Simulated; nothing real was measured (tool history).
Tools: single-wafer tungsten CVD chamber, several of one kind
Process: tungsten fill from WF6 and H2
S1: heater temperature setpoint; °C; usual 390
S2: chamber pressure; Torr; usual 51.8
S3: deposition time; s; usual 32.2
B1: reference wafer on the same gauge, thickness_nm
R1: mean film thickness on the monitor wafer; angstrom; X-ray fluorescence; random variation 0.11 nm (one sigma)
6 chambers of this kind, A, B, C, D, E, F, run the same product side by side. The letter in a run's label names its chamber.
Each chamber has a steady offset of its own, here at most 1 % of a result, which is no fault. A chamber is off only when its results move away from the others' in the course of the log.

run     day   S1    S2    S3      B1      R1
 1A    0.55  390  51.8  32.2  86.295  993.18
 2B   1.025  390  51.8  32.2  86.307  1003.6
 3C   1.583  390  51.8  32.2  86.263  1001.9
 4D   1.983  390  51.8  32.2   86.27  998.95
 5F   2.262  390  51.8  32.2   86.26  995.63
 6E   2.625  402  44.2  32.2  86.262  1155.6
 7D    3.15  402  44.2  32.2  86.243  1157.9
 8A   3.633  402  44.2  32.2  86.222  1157.1
 9E    4.05  402  44.2  32.2  86.243  1154.3
10C   4.533  402  44.2  32.2  86.215  1163.3
11F   5.079  402  44.2  32.2  86.227  1159.2
12B   5.671  390  51.8  32.2  86.205    1002
13A   6.296  390  51.8  32.2  86.193   992.8
14F   6.858  390  51.8  32.2  86.183  994.01
      6.888  -- chamber F: capacitance manometer re-zeroed and calibrated
15B   7.158  390  51.8  32.2  86.154  1000.7
16C   7.754  390  51.8  32.2   86.14  1000.9
17D   8.104  390  51.8  32.2  86.155  996.68
18E   8.421  390  51.8  32.2  86.152  994.26
19F   8.817  390  51.8  32.2  86.138  993.36
20D   9.325  390  51.8  32.2  86.121  994.09
      9.842  -- chamber E: thermocouple changed; heater temperature recalibrated
21E   9.871  390  51.8  32.2  86.108  994.39
22B  10.208  390  51.8  32.2  86.099  1003.5
23C  10.729  390  51.8  32.2  86.103  1002.2
24A  11.171  390  51.8  32.2  86.069  990.17
25A  11.629  390  51.8  32.2  86.083  989.74
26C  12.079  390  51.8  32.2  86.056  1000.9
27D  12.429  390  51.8  32.2  86.071  995.48
28E  12.954  390  51.8  32.2  86.013  995.03
29F   13.35  390  51.8  32.2  86.048  992.86
30B  13.675  390  51.8  32.2  86.033  1000.9
31E  14.058  390  51.8  32.2  86.001  992.58
32D  14.408  390  51.8  32.2  86.029  993.69
     14.725  -- chamber B: thermocouple changed; heater temperature recalibrated
33C  14.904  390  51.8  32.2  86.029  1000.8
34B  15.404  390  51.8  32.2  85.985  1002.4
35A  16.021  390  51.8  32.2  85.965  989.27
36F  16.521  390  51.8  32.2  85.962  991.81
37F  17.108  390  51.8  32.2  85.959  991.35
38E  17.483  390  51.8  32.2  85.976  992.39
39B  17.829  390  51.8  32.2  85.949  1001.8
40A  18.412  390  51.8  32.2  85.939  987.43
41C  18.738  390  51.8  32.2  85.941  999.66
42D  19.254  390  51.8  32.2  85.895   994.4
43E  19.688  390  51.8  32.2   85.93  991.53
44A  20.262  390  51.8  32.2  85.902  988.45

Is one chamber off against the others, does the gauge drift, or is nothing wrong? If a chamber is off, say which, and what the likeliest cause is.

The gauge drifts, so all chambers seem to drift together. No chamber is off.
Cause: gauge reads low (%) = 0.467.
